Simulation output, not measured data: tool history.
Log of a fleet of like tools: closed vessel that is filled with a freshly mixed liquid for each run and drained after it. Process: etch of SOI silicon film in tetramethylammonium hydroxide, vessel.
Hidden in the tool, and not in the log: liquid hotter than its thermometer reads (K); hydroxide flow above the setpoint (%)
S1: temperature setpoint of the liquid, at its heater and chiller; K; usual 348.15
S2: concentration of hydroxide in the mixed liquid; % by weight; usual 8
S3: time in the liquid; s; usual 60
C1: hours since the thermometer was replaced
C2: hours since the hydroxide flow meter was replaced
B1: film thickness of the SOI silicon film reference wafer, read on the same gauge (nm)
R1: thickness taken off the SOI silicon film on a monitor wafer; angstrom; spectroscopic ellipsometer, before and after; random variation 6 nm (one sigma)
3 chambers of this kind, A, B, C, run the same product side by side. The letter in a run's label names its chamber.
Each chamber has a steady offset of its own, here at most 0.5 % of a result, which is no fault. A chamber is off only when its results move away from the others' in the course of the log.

run   hour      S1  S2  S3      C1      C2      B1       R1
 1C    9.5  348.15   8  60    10.0   980.0  90.008   6674.6
 2B   18.4  348.15   8  60  1481.3   310.6  89.986   6692.7
 3A   23.1  348.15   8  60   313.1   777.4  90.019   6691.4
 4A   31.4  348.15   8  60   321.4   785.7  89.981   6668.8
 5C   39.9  348.15   8  60    40.4  1010.4  90.002   6829.8
 6B   49.0  354.15   6  60  1511.9   341.2  90.012  10168.0
 7B   58.8  354.15   6  60  1521.7   351.0  90.003  10136.0
 8C   63.4  354.15   6  60    63.9  1033.9  89.990   9947.9
 9A   70.0  348.15   8  60   360.0   824.3  90.002   6709.5
10C   78.3  348.15   8  60    78.8  1048.8  89.994   6680.2
11B   83.9  348.15   8  60  1546.8   376.1  90.000   6769.1
12A   91.0  348.15   8  60   381.0   845.3  90.017   6903.4
13B  100.4  348.15   8  60  1563.3   392.6  90.002   6639.9
14C  106.1  348.15   8  60   106.6  1076.6  90.000   6683.5
15A  115.6  348.15   8  60   405.6   869.9  90.011   7008.8
16C  120.9  348.15   8  60   121.4  1091.4  90.020   6662.4
17B  130.7  348.15   8  60  1593.6   422.9  89.989   6739.3
18A  136.5  348.15   8  60   426.5   890.8  89.995   7116.6
19B  141.4  343.65   6  60  1604.3   433.6  89.983   5429.0
20C  146.3  343.65   6  60   146.8  1116.8  89.989   5507.6
21A  154.6  343.65   6  60   444.6   908.9  90.004   5859.9
22A  160.7  348.15   8  60   450.7   915.0  89.994   7201.2
23B  165.3  348.15   8  60  1628.2   457.5  89.993   6679.8
24C  175.1  344.15   7  60   175.6  1145.6  90.005   5508.4

Next, every chamber runs the same settings. What will each give?
25A  182.5  348.15   8  30               ?
25B  182.5  348.15   8  30               ?
25C  182.5  348.15   8  30               ?

run      R1
25A  3622.0
25B  3310.3
25C  3356.3

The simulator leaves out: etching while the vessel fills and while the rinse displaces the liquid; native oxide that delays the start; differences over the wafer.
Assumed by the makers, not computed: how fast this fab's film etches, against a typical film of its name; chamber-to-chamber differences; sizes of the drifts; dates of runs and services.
